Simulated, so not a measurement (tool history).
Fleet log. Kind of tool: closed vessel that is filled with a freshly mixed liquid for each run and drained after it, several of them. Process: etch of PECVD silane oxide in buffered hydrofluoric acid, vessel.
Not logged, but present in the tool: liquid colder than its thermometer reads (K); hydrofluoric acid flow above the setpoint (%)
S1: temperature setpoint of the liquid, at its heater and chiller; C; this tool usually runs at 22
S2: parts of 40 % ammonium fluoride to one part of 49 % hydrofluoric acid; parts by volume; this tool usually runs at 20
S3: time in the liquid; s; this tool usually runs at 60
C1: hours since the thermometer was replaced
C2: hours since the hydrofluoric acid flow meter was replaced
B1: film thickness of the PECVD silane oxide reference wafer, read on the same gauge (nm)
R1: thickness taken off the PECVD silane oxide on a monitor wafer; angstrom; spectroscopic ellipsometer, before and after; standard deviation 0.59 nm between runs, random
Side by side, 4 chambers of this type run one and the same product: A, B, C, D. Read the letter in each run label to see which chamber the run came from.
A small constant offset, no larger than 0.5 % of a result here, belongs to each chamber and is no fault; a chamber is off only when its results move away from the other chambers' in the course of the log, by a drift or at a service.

run 1A hour=8.3 | S1=22 S2=20 S3=60 | C1=575.7 C2=680.3 | B1=49.999 | R1=807.42
-- hour=10.6 chamber A: hydrofluoric acid flow meter replaced
run 2C hour=16.2 | S1=22 S2=20 S3=60 | C1=1532.6 C2=777.3 | B1=49.981 | R1=811.17
run 3B hour=24 | S1=22 S2=20 S3=60 | C1=1498.2 C2=319.3 | B1=50.013 | R1=800.44
run 4D hour=31.8 | S1=22 S2=20 S3=60 | C1=662.6 C2=504.8 | B1=49.998 | R1=801.59
run 5A hour=38.3 | S1=22 S2=20 S3=60 | C1=605.7 C2=27.8 | B1=50.018 | R1=809.95
run 6B hour=46.2 | S1=22 S2=20 S3=60 | C1=1520.4 C2=341.5 | B1=50.011 | R1=805.35
run 7D hour=53 | S1=22 S2=20 S3=60 | C1=683.8 C2=526 | B1=49.989 | R1=798.04
run 8C hour=59.7 | S1=22 S2=20 S3=60 | C1=1576.1 C2=820.8 | B1=50.019 | R1=807.35
run 9A hour=65.8 | S1=22 S2=20 S3=60 | C1=633.2 C2=55.3 | B1=49.995 | R1=799.63
run 10D hour=70.1 | S1=22 S2=20 S3=60 | C1=700.9 C2=543.1 | B1=49.986 | R1=810.53
run 11C hour=77.6 | S1=22 S2=20 S3=60 | C1=1594 C2=838.7 | B1=50.011 | R1=806.9
run 12B hour=81.3 | S1=22 S2=20 S3=60 | C1=1555.5 C2=376.6 | B1=49.991 | R1=807.65
run 13A hour=87.9 | S1=22 S2=20 S3=60 | C1=655.3 C2=77.4 | B1=50.017 | R1=793.8
run 14D hour=96.1 | S1=22 S2=20 S3=60 | C1=726.9 C2=569.1 | B1=50.01 | R1=804.62
-- hour=98.2 chamber B: hydrofluoric acid flow meter replaced
run 15C hour=102 | S1=22 S2=20 S3=60 | C1=1618.4 C2=863.1 | B1=50.008 | R1=786.14
run 16B hour=108.5 | S1=22 S2=20 S3=60 | C1=1582.7 C2=10.3 | B1=49.985 | R1=808.76
run 17A hour=114.7 | S1=22 S2=20 S3=60 | C1=682.1 C2=104.2 | B1=50.01 | R1=799.07
run 18C hour=123.1 | S1=22 S2=20 S3=60 | C1=1639.5 C2=884.2 | B1=50.02 | R1=785.52
run 19B hour=129 | S1=22 S2=20 S3=60 | C1=1603.2 C2=30.8 | B1=49.992 | R1=815.53
run 20D hour=132.8 | S1=22 S2=20 S3=60 | C1=763.6 C2=605.8 | B1=49.979 | R1=795.37
run 21D hour=137.8 | S1=22 S2=20 S3=60 | C1=768.6 C2=610.8 | B1=50.006 | R1=795.75
run 22B hour=145.2 | S1=22 S2=20 S3=60 | C1=1619.4 C2=47 | B1=50.008 | R1=807.5
run 23A hour=152.7 | S1=26 S2=20 S3=60 | C1=720.1 C2=142.2 | B1=49.96 | R1=1014.5
run 24C hour=161 | S1=26 S2=20 S3=60 | C1=1677.4 C2=922.1 | B1=50.008 | R1=943.24
run 25B hour=165.1 | S1=26 S2=20 S3=60 | C1=1639.3 C2=66.9 | B1=50.021 | R1=997.85
run 26A hour=171.7 | S1=26 S2=20 S3=60 | C1=739.1 C2=161.2 | B1=50.013 | R1=1011.6
run 27C hour=178.4 | S1=22 S2=20 S3=60 | C1=1694.8 C2=939.5 | B1=50.02 | R1=759.37
-- hour=183.3 chamber B: thermometer replaced
run 28D hour=184.6 | S1=22 S2=20 S3=60 | C1=815.4 C2=657.6 | B1=50.033 | R1=802.42
run 29A hour=190.8 | S1=22 S2=20 S3=60 | C1=758.2 C2=180.3 | B1=50.01 | R1=805.09
run 30D hour=197.4 | S1=22 S2=20 S3=60 | C1=828.2 C2=670.4 | B1=49.997 | R1=797.71
run 31B hour=205.5 | S1=22 S2=20 S3=60 | C1=22.2 C2=107.3 | B1=49.988 | R1=795.46
-- hour=208.2 chamber C: hydrofluoric acid flow meter replaced
run 32C hour=210.8 | S1=22 S2=20 S3=60 | C1=1727.2 C2=2.7 | B1=50.004 | R1=743.12
run 33C hour=218.1 | S1=22 S2=20 S3=60 | C1=1734.5 C2=10 | B1=50.016 | R1=733.46
run 34A hour=224.5 | S1=22 S2=20 S3=60 | C1=791.9 C2=214 | B1=50.02 | R1=803.17

Each of the 4 chambers runs these same settings next. Fill in every chamber's results:
run 35A hour=230.7 | S1=22 S2=20 S3=60 | R1=?
run 35B hour=230.7 | S1=22 S2=20 S3=60 | R1=?
run 35C hour=230.7 | S1=22 S2=20 S3=60 | R1=?
run 35D hour=230.7 | S1=22 S2=20 S3=60 | R1=?

run=35A R1=814.13
run=35B R1=790.4
run=35C R1=718.06
run=35D R1=785.42
